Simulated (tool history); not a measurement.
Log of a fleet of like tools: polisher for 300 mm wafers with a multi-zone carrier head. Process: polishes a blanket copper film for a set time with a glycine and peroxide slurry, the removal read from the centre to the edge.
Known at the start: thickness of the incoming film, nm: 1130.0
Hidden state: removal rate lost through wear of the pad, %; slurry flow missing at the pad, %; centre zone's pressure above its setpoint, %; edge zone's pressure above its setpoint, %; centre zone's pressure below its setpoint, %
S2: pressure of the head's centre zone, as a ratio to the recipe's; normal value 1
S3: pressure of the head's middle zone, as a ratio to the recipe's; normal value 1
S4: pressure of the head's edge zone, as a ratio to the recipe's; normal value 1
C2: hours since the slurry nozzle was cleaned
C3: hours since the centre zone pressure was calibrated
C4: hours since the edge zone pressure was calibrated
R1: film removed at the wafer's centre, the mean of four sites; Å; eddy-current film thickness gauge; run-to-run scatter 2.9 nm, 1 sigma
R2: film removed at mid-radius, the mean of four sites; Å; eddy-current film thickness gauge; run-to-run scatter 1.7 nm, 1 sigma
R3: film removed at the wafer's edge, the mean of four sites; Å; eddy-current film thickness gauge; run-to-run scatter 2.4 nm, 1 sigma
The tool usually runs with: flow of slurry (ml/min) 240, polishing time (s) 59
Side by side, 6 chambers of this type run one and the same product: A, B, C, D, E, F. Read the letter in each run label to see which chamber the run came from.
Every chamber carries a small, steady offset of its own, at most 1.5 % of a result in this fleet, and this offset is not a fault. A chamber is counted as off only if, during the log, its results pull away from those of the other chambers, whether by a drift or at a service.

Run 1A, day 0.304: usual settings; wafers polished on this pad 565; C2 9.6; C3 554.2; C4 405.4. Result: R1 2365.6 Å, R2 2337.7 Å, R3 2337.9 Å.
At day 0.383: chamber C: worn pad replaced by a new one.
Run 2B, day 0.446: usual settings; wafers polished on this pad 1014; C2 16.7; C3 403.9; C4 854.4. Result: R1 2305 Å, R2 2357.1 Å, R3 2348.9 Å.
At day 0.562: chamber A: worn pad replaced by a new one.
Run 3F, day 0.75: usual settings; wafers polished on this pad 443; C2 44.8; C3 257.3; C4 1193.5. Result: R1 2320.5 Å, R2 2319.6 Å, R3 2335.5 Å.
Run 4D, day 0.892: usual settings; wafers polished on this pad 336; C2 108.4; C3 278.8; C4 614.3. Result: R1 2291.1 Å, R2 2341.6 Å, R3 2353.7 Å.
At day 0.933: chamber B: worn pad replaced by a new one.
At day 0.988: chamber B: edge zone pressure recalibrated.
At day 1.071: chamber A: edge zone pressure recalibrated.
Run 5C, day 1.112: usual settings; wafers polished on this pad 248; C2 159.6; C3 703.3; C4 881. Result: R1 2384.3 Å, R2 2361.8 Å, R3 2388.5 Å.
At day 1.325: chamber F: edge zone pressure recalibrated.
Run 6E, day 1.442: usual settings; wafers polished on this pad 585; C2 236.3; C3 289.7; C4 170.1. Result: R1 2390.8 Å, R2 2349.5 Å, R3 2376.8 Å.
Run 7C, day 1.633: usual settings; wafers polished on this pad 425; C2 172.1; C3 715.8; C4 893.5. Result: R1 2337.4 Å, R2 2344.9 Å, R3 2349.5 Å.
Run 8F, day 1.779: usual settings; wafers polished on this pad 793; C2 69.5; C3 282; C4 10.9. Result: R1 2319.5 Å, R2 2301.6 Å, R3 2319.3 Å.
At day 1.833: chamber D: worn pad replaced by a new one.
Run 9B, day 2.042: usual settings; wafers polished on this pad 377; C2 55; C3 442.2; C4 25.3. Result: R1 2331.7 Å, R2 2369.5 Å, R3 2336.4 Å.
At day 2.129: chamber C: worn pad replaced by a new one.
At day 2.246: chamber E: centre zone pressure recalibrated.
Run 10E, day 2.25: usual settings; wafers polished on this pad 859; C2 255.7; C3 0.1; C4 189.5. Result: R1 2319.4 Å, R2 2379.1 Å, R3 2346.1 Å.
At day 2.471: chamber A: worn pad replaced by a new one.
Run 11D, day 2.496: usual settings; wafers polished on this pad 225; C2 146.9; C3 317.3; C4 652.8. Result: R1 2289 Å, R2 2357.1 Å, R3 2314.9 Å.
Run 12A, day 2.738: usual settings; wafers polished on this pad 90; C2 68; C3 612.6; C4 40.1. Result: R1 2312.4 Å, R2 2330.1 Å, R3 2390.9 Å.
Run 13B, day 2.975: usual settings but S3 0.95; wafers polished on this pad 694; C2 77.4; C3 464.6; C4 47.7. Result: R1 2339.1 Å, R2 2251.9 Å, R3 2311 Å.
At day 3.183: chamber D: centre zone pressure recalibrated.
Run 14F, day 3.238: usual settings but S3 0.95; wafers polished on this pad 1288; C2 104.5; C3 317; C4 45.9. Result: R1 2307.2 Å, R2 2200.3 Å, R3 2310.9 Å.
At day 3.338: chamber F: worn pad replaced by a new one.
Run 15C, day 3.412: usual settings but S3 0.95; wafers polished on this pad 436; C2 214.8; C3 758.5; C4 936.2. Result: R1 2328.2 Å, R2 2221.4 Å, R3 2318.5 Å.
Run 16D, day 3.575: usual settings but S3 0.95; wafers polished on this pad 591; C2 172.8; C3 9.4; C4 678.7. Result: R1 2131.8 Å, R2 2260.9 Å, R3 2352.9 Å.
Run 17A, day 3.817: usual settings but S3 0.95; wafers polished on this pad 457; C2 93.9; C3 638.5; C4 66. Result: R1 2307.5 Å, R2 2243.9 Å, R3 2380.3 Å.
At day 3.825: chamber C: worn pad replaced by a new one.
At day 3.896: chamber F: centre zone pressure recalibrated.
At day 3.925: chamber D: worn pad replaced by a new one.
At day 3.933: chamber E: worn pad replaced by a new one.
Run 18E, day 4.096: usual settings but S3 0.95; wafers polished on this pad 56; C2 300; C3 44.4; C4 233.8. Result: R1 2367.9 Å, R2 2282.5 Å, R3 2357.7 Å.
Run 19C, day 4.25: usual settings; wafers polished on this pad 145; C2 234.9; C3 778.6; C4 956.3. Result: R1 2312.3 Å, R2 2344.2 Å, R3 2352.8 Å.
At day 4.312: chamber B: worn pad replaced by a new one.
At day 4.383: chamber A: worn pad replaced by a new one.
Run 20B, day 4.567: usual settings; wafers polished on this pad 86; C2 115.6; C3 502.8; C4 85.9. Result: R1 2364.5 Å, R2 2378.4 Å, R3 2342.9 Å.
Run 21E, day 4.888: usual settings; wafers polished on this pad 324; C2 319; C3 63.4; C4 252.8. Result: R1 2277.5 Å, R2 2367.5 Å, R3 2344.8 Å.
Run 22D, day 5.158: usual settings; wafers polished on this pad 419; C2 210.8; C3 47.4; C4 716.7. Result: R1 2127.2 Å, R2 2312.2 Å, R3 2339.1 Å.
At day 5.342: chamber C: worn pad replaced by a new one.
Run 23A, day 5.354: usual settings; wafers polished on this pad 330; C2 130.8; C3 675.4; C4 102.9. Result: R1 2372.1 Å, R2 2346.7 Å, R3 2385.9 Å.
Run 24F, day 5.65: usual settings but S3 0.92, S4 1.11; wafers polished on this pad 785; C2 162.4; C3 42.2; C4 103.8. Result: R1 2342.7 Å, R2 2172.3 Å, R3 2465.5 Å.
Run 25B, day 5.942: usual settings but S3 0.92, S4 1.11; wafers polished on this pad 553; C2 148.6; C3 535.8; C4 118.9. Result: R1 2313 Å, R2 2180 Å, R3 2486.5 Å.
At day 6.004: chamber D: worn pad replaced by a new one.
At day 6.012: chamber A: worn pad replaced by a new one.
Run 26C, day 6.238: usual settings but S3 0.92, S4 1.11; wafers polished on this pad 304; C2 282.6; C3 826.3; C4 1004. Result: R1 2319.1 Å, R2 2165.7 Å, R3 2457.3 Å.
Run 27E, day 6.383: usual settings but S3 0.92, S4 1.11; wafers polished on this pad 832; C2 354.9; C3 99.3; C4 288.7. Result: R1 2327.7 Å, R2 2164 Å, R3 2458.7 Å.
At day 6.433: chamber D: edge zone pressure recalibrated.
At day 6.558: chamber F: worn pad replaced by a new one.
Run 28F, day 6.633: usual settings but S3 0.92, S4 1.11; wafers polished on this pad 26; C2 186; C3 65.8; C4 127.4. Result: R1 2351.5 Å, R2 2163.3 Å, R3 2460.5 Å.
Run 29D, day 6.792: usual settings but S3 0.92, S4 1.11; wafers polished on this pad 268; C2 250; C3 86.6; C4 8.7. Result: R1 2135.2 Å, R2 2180.6 Å, R3 2482.6 Å.
At day 7.012: chamber B: worn pad replaced by a new one.
Run 30A, day 7.079: usual settings; wafers polished on this pad 362; C2 172.2; C3 716.8; C4 144.3. Result: R1 2340.6 Å, R2 2339.7 Å, R3 2395.7 Å.
At day 7.333: chamber C: worn pad replaced by a new one.
Run 31C, day 7.371: usual settings; wafers polished on this pad 13; C2 309.8; C3 853.5; C4 1031.2. Result: R1 2365.6 Å, R2 2312.9 Å, R3 2366.9 Å.
At day 7.629: chamber A: worn pad replaced by a new one.
Run 32D, day 7.638: usual settings; wafers polished on this pad 555; C2 270.3; C3 106.9; C4 29. Result: R1 2130.9 Å, R2 2330.5 Å, R3 2376.9 Å.
Run 33A, day 7.917: usual settings; wafers polished on this pad 98; C2 192.3; C3 736.9; C4 164.4. Result: R1 2333.5 Å, R2 2307.8 Å, R3 2372.1 Å.
At day 8.183: chamber E: worn pad replaced by a new one.
Run 34F, day 8.192: usual settings; wafers polished on this pad 555; C2 223.4; C3 103.2; C4 164.8. Result: R1 2335.6 Å, R2 2295.4 Å, R3 2277.9 Å.
Run 35E, day 8.367: usual settings; wafers polished on this pad 63; C2 402.5; C3 146.9; C4 336.3. Result: R1 2317 Å, R2 2378.3 Å, R3 2382.3 Å.
Run 36B, day 8.538: usual settings; wafers polished on this pad 518; C2 210.9; C3 598.1; C4 181.2. Result: R1 2351.9 Å, R2 2373.1 Å, R3 2312.5 Å.
Run 37A, day 8.767: usual settings; wafers polished on this pad 386; C2 212.7; C3 757.3; C4 184.8. Result: R1 2386.2 Å, R2 2303.4 Å, R3 2356.6 Å.

Next, all 6 chambers run the settings below, one line each with question marks for the results. What does each chamber give?
Run 38A, day 9.004: usual settings. Result: R1 ?, R2 ?, R3 ?.
Run 38B, day 9.004: usual settings. Result: R1 ?, R2 ?, R3 ?.
Run 38C, day 9.004: usual settings. Result: R1 ?, R2 ?, R3 ?.
Run 38D, day 9.004: usual settings. Result: R1 ?, R2 ?, R3 ?.
Run 38E, day 9.004: usual settings. Result: R1 ?, R2 ?, R3 ?.
Run 38F, day 9.004: usual settings. Result: R1 ?, R2 ?, R3 ?.

run      R1      R2      R3
38A  2327.1  2354.2  2363.6
38B  2356.2  2365.7  2276.4
38C  2255.7    2323  2331.9
38D  2153.7  2336.1  2298.6
38E  2331.9    2360  2377.7
38F  2397.2  2330.3  2295.5
